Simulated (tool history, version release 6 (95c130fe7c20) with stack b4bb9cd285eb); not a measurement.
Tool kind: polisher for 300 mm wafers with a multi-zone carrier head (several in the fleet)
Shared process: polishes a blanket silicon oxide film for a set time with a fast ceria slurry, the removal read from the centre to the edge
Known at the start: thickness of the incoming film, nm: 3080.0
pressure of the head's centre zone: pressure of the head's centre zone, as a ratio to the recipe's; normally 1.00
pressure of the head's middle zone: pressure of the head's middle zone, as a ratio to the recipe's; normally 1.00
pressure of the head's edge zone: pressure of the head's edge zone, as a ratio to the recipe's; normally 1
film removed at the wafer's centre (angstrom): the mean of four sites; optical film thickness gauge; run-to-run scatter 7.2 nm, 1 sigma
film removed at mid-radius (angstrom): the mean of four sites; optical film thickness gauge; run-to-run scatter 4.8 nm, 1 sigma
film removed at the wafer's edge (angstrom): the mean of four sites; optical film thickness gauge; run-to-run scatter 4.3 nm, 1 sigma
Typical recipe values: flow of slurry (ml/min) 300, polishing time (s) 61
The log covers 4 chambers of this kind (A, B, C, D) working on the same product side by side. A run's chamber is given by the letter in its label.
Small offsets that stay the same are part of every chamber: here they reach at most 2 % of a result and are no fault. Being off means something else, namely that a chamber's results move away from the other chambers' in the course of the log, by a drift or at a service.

run,hour,flow of slurry (ml/min),pressure of the head's centre zone,pressure of the head's middle zone,pressure of the head's edge zone,polishing time (s),film removed at the wafer's centre (angstrom),film removed at mid-radius (angstrom),film removed at the wafer's edge (angstrom)
1D,13.2,300,1.00,1.00,1,61,6520.4,6853.6,6664.6
# hour 20.6: chamber A: worn pad replaced by a new one
2C,21.2,300,1.00,1.00,1,61,6843.0,6795.9,6873.4
# hour 22.5: chamber C: centre zone pressure recalibrated
3B,35.9,300,1.00,1.00,1,61,6776.2,6793.1,6796.9
4A,48.6,300,1.00,1.00,1,61,6660.8,6862.8,6741.8
# hour 52.3: chamber D: worn pad replaced by a new one
5A,58.6,300,1.00,1.00,1,61,6590.5,6832.8,6714.2
# hour 59.8: chamber A: slurry nozzle cleaned
# hour 61.9: chamber C: worn pad replaced by a new one
6C,68.3,300,1.00,1.00,1,61,6712.9,6844.4,6855.3
# hour 71.8: chamber B: slurry nozzle cleaned
7B,78.1,300,1.00,1.00,1,52,5834.9,5786.0,5730.1
8D,89.7,300,1.00,1.00,1,52,5664.9,5803.7,5780.3
9A,101.3,300,1.00,1.00,1,52,5711.9,5732.4,5673.1
10B,112.2,300,1.00,1.00,1,52,5769.5,5721.4,5678.7
11D,126.5,300,1.00,1.00,1,61,6558.4,6775.9,6747.9
12C,140.3,300,1.00,1.00,1,61,6666.9,6806.0,6824.3
# hour 141.6: chamber A: worn pad replaced by a new one
13C,150.9,300,1.00,1.00,1,61,6711.5,6802.9,6807.3
# hour 154.7: chamber B: edge zone pressure recalibrated
14D,160.7,300,1.00,1.00,1,61,6502.0,6796.4,6675.3
15B,167.8,300,1.00,1.00,1,61,6685.4,6655.3,6605.8
# hour 174.5: chamber C: worn pad replaced by a new one
16A,181.4,300,1.00,1.00,1,61,6680.3,6774.6,6686.8
17D,193.5,300,1.00,1.00,1,61,6670.5,6759.6,6821.0
# hour 198.3: chamber D: worn pad replaced by a new one
18B,200.7,300,1.05,1.00,1,72,8089.6,7647.6,7828.5
19C,212.9,300,1.05,1.00,1,72,8503.5,8058.7,8114.6
20A,221.3,300,1.05,1.00,1,72,8270.9,8092.1,7925.3
21A,231.2,300,1.05,1.00,1,72,8388.6,7878.6,7977.6
22D,241.8,255,1.00,1.00,1,61,6424.0,6653.9,6704.9
# hour 253.1: chamber D: slurry nozzle cleaned
23B,254.2,255,1.00,1.00,1,61,6289.7,6425.6,6379.2
24C,262.1,255,1.00,1.00,1,61,6500.6,6699.2,6730.0
# hour 265.3: chamber A: worn pad replaced by a new one
25B,269.1,255,1.00,1.00,1,61,6342.2,6277.6,6328.6
26D,279.7,300,1.00,1.00,1,61,6765.6,6756.0,6782.5
27A,290.5,300,1.00,1.00,1,61,6647.7,6832.7,6741.6
# hour 293.8: chamber C: slurry nozzle cleaned
28C,297.7,300,1.00,1.00,1,61,6768.4,6769.6,6752.0
# hour 305.5: chamber C: worn pad replaced by a new one
29C,310.5,300,1.00,1.00,1,61,6623.6,6792.6,6824.2
# hour 312.4: chamber D: worn pad replaced by a new one
30D,317.2,300,1.00,1.00,1,61,6726.0,6828.0,6748.3
31B,325.6,245,1.00,1.00,1,46,4604.2,4695.2,4637.1

Has any chamber moved away from the others, gradually or after a service, or does the common gauge drift, or do the chambers differ only by their own small steady offsets? State the chamber and the most likely cause if one applies.

It is chamber B that slowly wanders off from its peers.
Most likely cause: removal rate lost through wear of the pad, % = 7.21.

Which of the 4 candidates below, each the usual settings with something changed and its results left as question marks, puts chamber B back in line with what the other chambers give on the usual settings?
Allowed miss from the other chambers' usual-settings mean, per result, to count as in line: film removed at the wafer's centre (angstrom) 250.0; film removed at mid-radius (angstrom) 170.0; film removed at the wafer's edge (angstrom) 150.0
32B-1,336.2,300,0.99,1.00,1.01,68,?,?,?
32B-2,336.2,300,1.01,1.00,0.99,57,?,?,?
32B-3,336.2,300,0.99,1.00,1.01,65,?,?,?
32B-4,336.2,300,1.02,1.00,0.99,55,?,?,?

What the other chambers average on the usual settings: film removed at the wafer's centre (angstrom) 6690.5; film removed at mid-radius (angstrom) 6776.0; film removed at the wafer's edge (angstrom) 6781.0
run,film removed at the wafer's centre (angstrom),film removed at mid-radius (angstrom),film removed at the wafer's edge (angstrom)
32B-1,6926.8,7028.2,7059.4
32B-2,5933.9,5890.8,5855.6
32B-3,6621.2,6718.2,6748.0
32B-4,5787.3,5683.8,5650.2
The right change is 32B-3: it brings the chamber back within the allowed miss of the others.

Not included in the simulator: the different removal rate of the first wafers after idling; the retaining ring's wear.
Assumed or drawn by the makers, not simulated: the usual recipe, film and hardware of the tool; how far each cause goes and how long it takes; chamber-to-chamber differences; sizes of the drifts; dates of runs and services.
